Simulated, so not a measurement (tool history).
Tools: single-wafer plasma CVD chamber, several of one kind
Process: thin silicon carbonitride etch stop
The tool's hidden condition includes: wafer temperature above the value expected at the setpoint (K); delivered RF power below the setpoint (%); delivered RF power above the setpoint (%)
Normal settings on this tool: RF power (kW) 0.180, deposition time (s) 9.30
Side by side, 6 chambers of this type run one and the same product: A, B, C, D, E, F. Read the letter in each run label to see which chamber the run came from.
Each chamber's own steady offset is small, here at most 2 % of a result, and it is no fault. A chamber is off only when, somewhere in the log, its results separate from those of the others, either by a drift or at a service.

run   hour  RF power (kW)  deposition time (s)  hours since the last thermocouple change  hours since the last RF generator calibration  read-back reference wafer on the same gauge, thickness_nm  mean film thickness on the monitor wafer (nm)
 1D    9.3          0.180                 9.30                                     779.2                                          202.5                                                     6.0411                                         5.0700
 2E   21.9          0.180                 9.30                                     958.9                                          235.4                                                     6.0360                                         5.1415
 3A   29.7          0.180                 9.30                                     530.1                                         2206.0                                                     6.0412                                         5.0537
 4C   37.0          0.180                 9.30                                     607.3                                          774.7                                                     6.0418                                         5.2464
 5B   43.0          0.155                 7.62                                    1919.6                                          272.9                                                     6.0352                                         4.0000
 6F   54.5          0.155                 7.62                                    1213.3                                         1117.5                                                     6.0376                                         3.9652
 7F   65.5          0.155                 7.62                                    1224.3                                         1128.5                                                     6.0400                                         3.9494
 8B   76.0          0.155                 7.62                                    1952.6                                          305.9                                                     6.0375                                         4.0175
 9C   84.5          0.155                 7.62                                     654.8                                          822.2                                                     6.0366                                         4.0965
      87.3  -- chamber A: RF generator calibrated
10D   90.5          0.155                 7.62                                     860.4                                          283.7                                                     6.0409                                         3.9941
11A  100.1          0.180                 9.30                                     600.5                                           12.8                                                     6.0398                                         5.0707
12E  110.9          0.180                 9.30                                    1047.9                                          324.4                                                     6.0426                                         5.1430
13D  116.5          0.180                 9.30                                     886.4                                          309.7                                                     6.0390                                         5.0980
14E  126.7          0.180                 9.30                                    1063.7                                          340.2                                                     6.0387                                         5.1551
     129.1  -- chamber B: thermocouple changed; heater temperature recalibrated
15A  138.5          0.180                 9.30                                     638.9                                           51.2                                                     6.0408                                         5.0756
16C  150.7          0.180                 9.30                                     721.0                                          888.4                                                     6.0384                                         5.2115
17F  160.1          0.180                 9.30                                    1318.9                                         1223.1                                                     6.0382                                         5.0743
18B  171.6          0.180                 9.30                                      42.6                                          401.5                                                     6.0392                                         5.1050
     180.8  -- chamber F: thermocouple changed; heater temperature recalibrated
19F  182.6          0.150                 9.30                                       1.8                                         1245.6                                                     6.0428                                         4.8100
     188.8  -- chamber C: RF generator calibrated
20E  192.8          0.150                 9.30                                    1129.8                                          406.3                                                     6.0385                                         4.8740
21C  201.0          0.150                 9.30                                     771.3                                           12.3                                                     6.0411                                         4.9400
22D  209.1          0.150                 9.30                                     979.0                                          402.3                                                     6.0426                                         4.8193
23B  218.4          0.150                 9.30                                      89.4                                          448.3                                                     6.0406                                         4.8177
24A  225.5          0.150                 9.30                                     725.9                                          138.2                                                     6.0364                                         4.8035
25E  235.2          0.180                 9.30                                    1172.2                                          448.7                                                     6.0411                                         5.1509
26B  245.1          0.180                 9.30                                     116.1                                          475.0                                                     6.0412                                         5.0601
27C  256.9          0.180                 9.30                                     827.2                                           68.2                                                     6.0402                                         5.2113
28A  267.3          0.180                 9.30                                     767.7                                          180.0                                                     6.0437                                         5.0846
29F  273.6          0.180                 8.66                                      92.8                                         1336.6                                                     6.0396                                         4.7335
30D  283.5          0.180                 8.66                                    1053.4                                          476.7                                                     6.0431                                         4.7346
31A  290.3          0.180                 8.66                                     790.7                                          203.0                                                     6.0400                                         4.7082
32E  297.3          0.180                 8.66                                    1234.3                                          510.8                                                     6.0401                                         4.8217
33F  302.9          0.180                 8.66                                     122.1                                         1365.9                                                     6.0394                                         4.7255
34D  309.7          0.180                 8.66                                    1079.6                                          502.9                                                     6.0411                                         4.7314
35B  318.8          0.180                 9.30                                     189.8                                          548.7                                                     6.0419                                         5.0248
36C  327.3          0.180                 9.30                                     897.6                                          138.6                                                     6.0403                                         5.2311
37A  334.9          0.180                 9.30                                     835.3                                          247.6                                                     6.0399                                         5.0693
38F  347.5          0.180                 9.30                                     166.7                                         1410.5                                                     6.0431                                         5.0565
39B  354.6          0.180                 9.30                                     225.6                                          584.5                                                     6.0404                                         5.0020
     360.5  -- chamber C: thermocouple changed; heater temperature recalibrated
40C  364.0          0.180                 9.30                                       3.5                                          175.3                                                     6.0383                                         5.2168
41D  376.3          0.180                 9.30                                    1146.2                                          569.5                                                     6.0411                                         5.0785
42E  384.9          0.180                 9.30                                    1321.9                                          598.4                                                     6.0395                                         5.1695

Predict what each chamber gives when all 6 of them run the settings below next.
43A  394.0          0.180                 8.02                                                                                                                                                                                                  ?
43B  394.0          0.180                 8.02                                                                                                                                                                                                  ?
43C  394.0          0.180                 8.02                                                                                                                                                                                                  ?
43D  394.0          0.180                 8.02                                                                                                                                                                                                  ?
43E  394.0          0.180                 8.02                                                                                                                                                                                                  ?
43F  394.0          0.180                 8.02                                                                                                                                                                                                  ?

run  mean film thickness on the monitor wafer (nm)
43A                                         4.3770
43B                                         4.3098
43C                                         4.5056
43D                                         4.3951
43E                                         4.4511
43F                                         4.3745
